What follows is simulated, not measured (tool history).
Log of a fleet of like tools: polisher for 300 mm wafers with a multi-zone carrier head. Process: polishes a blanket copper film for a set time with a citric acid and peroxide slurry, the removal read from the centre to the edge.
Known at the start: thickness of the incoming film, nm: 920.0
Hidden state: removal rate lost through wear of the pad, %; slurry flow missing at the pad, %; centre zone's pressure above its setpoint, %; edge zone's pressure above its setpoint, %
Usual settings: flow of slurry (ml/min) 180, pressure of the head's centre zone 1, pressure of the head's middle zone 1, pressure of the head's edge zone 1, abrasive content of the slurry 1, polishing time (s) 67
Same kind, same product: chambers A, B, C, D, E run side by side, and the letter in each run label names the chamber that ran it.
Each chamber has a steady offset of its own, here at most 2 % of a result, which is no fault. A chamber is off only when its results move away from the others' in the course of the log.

run   hour  flow of slurry (ml/min)  pressure of the head's centre zone  pressure of the head's middle zone  pressure of the head's edge zone  abrasive content of the slurry  polishing time (s)  wafers polished on this pad  hours since the slurry nozzle was cleaned  hours since the centre zone pressure was calibrated  hours since the edge zone pressure was calibrated  film removed at the wafer's centre (Å)  film removed at mid-radius (Å)  film removed at the wafer's edge (Å)
       1.8  -- chamber A: worn pad replaced by a new one
       1.9  -- chamber D: worn pad replaced by a new one
 1A    2.4                      180                                   1                                   1                                 1                               1                  67                            6                                       81.1                                                356.6                                              433.7                                  800.72                          796.16                                791.93
       3.9  -- chamber E: slurry nozzle cleaned
 2B    6.8                      180                                   1                                   1                                 1                               1                  67                          461                                      419.1                                                285.6                                                379                                  799.33                          797.63                                793.22
       7.5  -- chamber E: worn pad replaced by a new one
 3D   10.3                      180                                   1                                   1                                 1                               1                  67                           77                                       82.9                                                375.7                                              364.2                                  824.69                          798.47                                797.37
 4E   13.1                      180                                   1                                   1                                 1                               1                  67                           51                                        9.3                                                862.5                                              460.1                                  806.16                          801.06                                795.43
 5C   16.6                      180                                   1                                   1                                 1                               1                  67                          446                                      130.5                                                542.1                                                 69                                  796.69                          787.16                                 791.5
 6E   20.7                      180                                   1                                   1                                 1                               1                  67                          122                                       16.9                                                870.1                                              467.7                                  801.26                           798.8                                795.12
 7B   23.7                      180                                   1                                   1                                 1                               1                  67                          617                                        436                                                302.5                                              395.9                                  783.01                          801.79                                797.69
 8D   26.6                      180                                   1                                   1                                 1                               1                  67                          228                                       99.2                                                  392                                              380.5                                   818.3                          801.46                                788.16
 9A   29.4                      180                                   1                                   1                                 1                               1                  67                          255                                      108.1                                                383.6                                              460.7                                  794.07                          804.72                                804.09
10C     33                      180                                   1                                   1                                 1                               1                  67                          597                                      146.9                                                558.5                                               85.4                                  794.68                          783.51                                793.76
11C   37.3                      180                                   1                                   1                                 1                               1                  67                          637                                      151.2                                                562.8                                               89.7                                  826.05                          788.82                                794.59
      39.3  -- chamber D: centre zone pressure recalibrated
      39.8  -- chamber C: centre zone pressure recalibrated
12D   41.8                      180                                   1                                   1                                 1                               1                  67                          368                                      114.4                                                  2.5                                              395.7                                  890.37                          799.56                                798.95
13A   44.4                      180                                0.89                                   1                                 1                               1                  77                          394                                      123.1                                                398.6                                              475.7                                  802.48                           918.1                                903.69
14E   46.7                      180                                0.89                                   1                                 1                               1                  77                          362                                       42.9                                                896.1                                              493.7                                  814.91                          915.24                                918.85
15B   49.2                      180                                0.89                                   1                                 1                               1                  77                          852                                      461.5                                                  328                                              421.4                                  786.07                          912.44                                908.37
16C   52.3                      180                                0.89                                   1                                 1                               1                  77                          775                                      166.2                                                 12.5                                              104.7                                   813.8                          908.58                                910.28
17E   56.8                      180                                0.89                                   1                                 1                               1                  77                          455                                         53                                                906.2                                              503.8                                  804.54                          914.79                                908.76
18B     59                      180                                   1                                   1                                 1                               1                  67                          943                                      471.3                                                337.8                                              431.2                                  799.42                          806.91                                793.92
19D   62.9                      180                                   1                                   1                                 1                               1                  67                          563                                      135.5                                                 23.6                                              416.8                                  899.19                           793.8                                796.16
20A   67.3                      205                                   1                                   1                                 1                               1                  67                          605                                        146                                                421.5                                              498.6                                  831.41                          820.12                                805.67
21E   71.9                      205                                   1                                   1                                 1                               1                  67                          594                                       68.1                                                921.3                                              518.9                                  820.53                          811.82                                 806.5
22C     75                      205                                   1                                   1                                 1                               1                  67                          985                                      188.9                                                 35.2                                              127.4                                  798.82                          800.83                                811.49
23D   77.5                      205                                   1                                   1                                 1                               1                  67                          698                                      150.1                                                 38.2                                              431.4                                  901.46                          813.28                                810.22
24A   81.3                      205                                   1                                   1                                 1                               1                  67                          734                                        160                                                435.5                                              512.6                                  813.37                          816.11                                807.07
25B   84.2                      180                                   1                                   1                                 1                               1                  67                         1175                                      496.5                                                  363                                              456.4                                  798.18                          793.29                                795.14
      87.3  -- chamber B: worn pad replaced by a new one
      87.6  -- chamber A: worn pad replaced by a new one
26E   88.7                      180                                   1                                   1                                 1                               1                  67                          749                                       84.9                                                938.1                                              535.7                                   793.6                          802.61                                790.31
      88.9  -- chamber C: worn pad replaced by a new one
27B   92.7                      180                                   1                                   1                                 1                             0.9                  67                           50                                        505                                                371.5                                              464.9                                   771.4                          787.09                                773.87
      96.2  -- chamber D: worn pad replaced by a new one
28C   96.3                      180                                   1                                   1                                 1                             0.9                  67                           68                                      210.2                                                 56.5                                              148.7                                  769.57                          763.93                                777.02
29D   98.6                      180                                   1                                   1                                 1                             0.9                  67                           22                                      171.2                                                 59.3                                              452.5                                  861.13                          782.76                                765.54
30A  103.1                      180                                   1                                   1                                 1                             0.9                  67                          143                                      181.8                                                457.3                                              534.4                                  776.08                          772.76                                773.89
       104  -- chamber E: worn pad replaced by a new one
31E  107.2                      180                                   1                                   1                                 1                             0.9                  67                           30                                      103.4                                                956.6                                              554.2                                  791.56                          780.62                                777.31
32C  111.3                      180                                   1                                   1                                 1                               1                  67                          207                                      225.2                                                 71.5                                              163.7                                  795.24                          785.75                                790.35

The same settings go to every chamber for the next run, one line per chamber below. Forecast the results for each:
33A  114.7                      180                                   1                                   1                                 1                               1                  67                                                                                                                                                                                                                       ?                               ?                                     ?
33B  114.7                      180                                   1                                   1                                 1                               1                  67                                                                                                                                                                                                                       ?                               ?                                     ?
33C  114.7                      180                                   1                                   1                                 1                               1                  67                                                                                                                                                                                                                       ?                               ?                                     ?
33D  114.7                      180                                   1                                   1                                 1                               1                  67                                                                                                                                                                                                                       ?                               ?                                     ?
33E  114.7                      180                                   1                                   1                                 1                               1                  67                                                                                                                                                                                                                       ?                               ?                                     ?

run  film removed at the wafer's centre (Å)  film removed at mid-radius (Å)  film removed at the wafer's edge (Å)
33A                                  796.51                          802.52                                796.96
33B                                  769.01                          810.36                                801.86
33C                                  774.25                          797.85                                793.81
33D                                  892.83                          797.29                                 793.2
33E                                  797.99                          800.83                                799.08

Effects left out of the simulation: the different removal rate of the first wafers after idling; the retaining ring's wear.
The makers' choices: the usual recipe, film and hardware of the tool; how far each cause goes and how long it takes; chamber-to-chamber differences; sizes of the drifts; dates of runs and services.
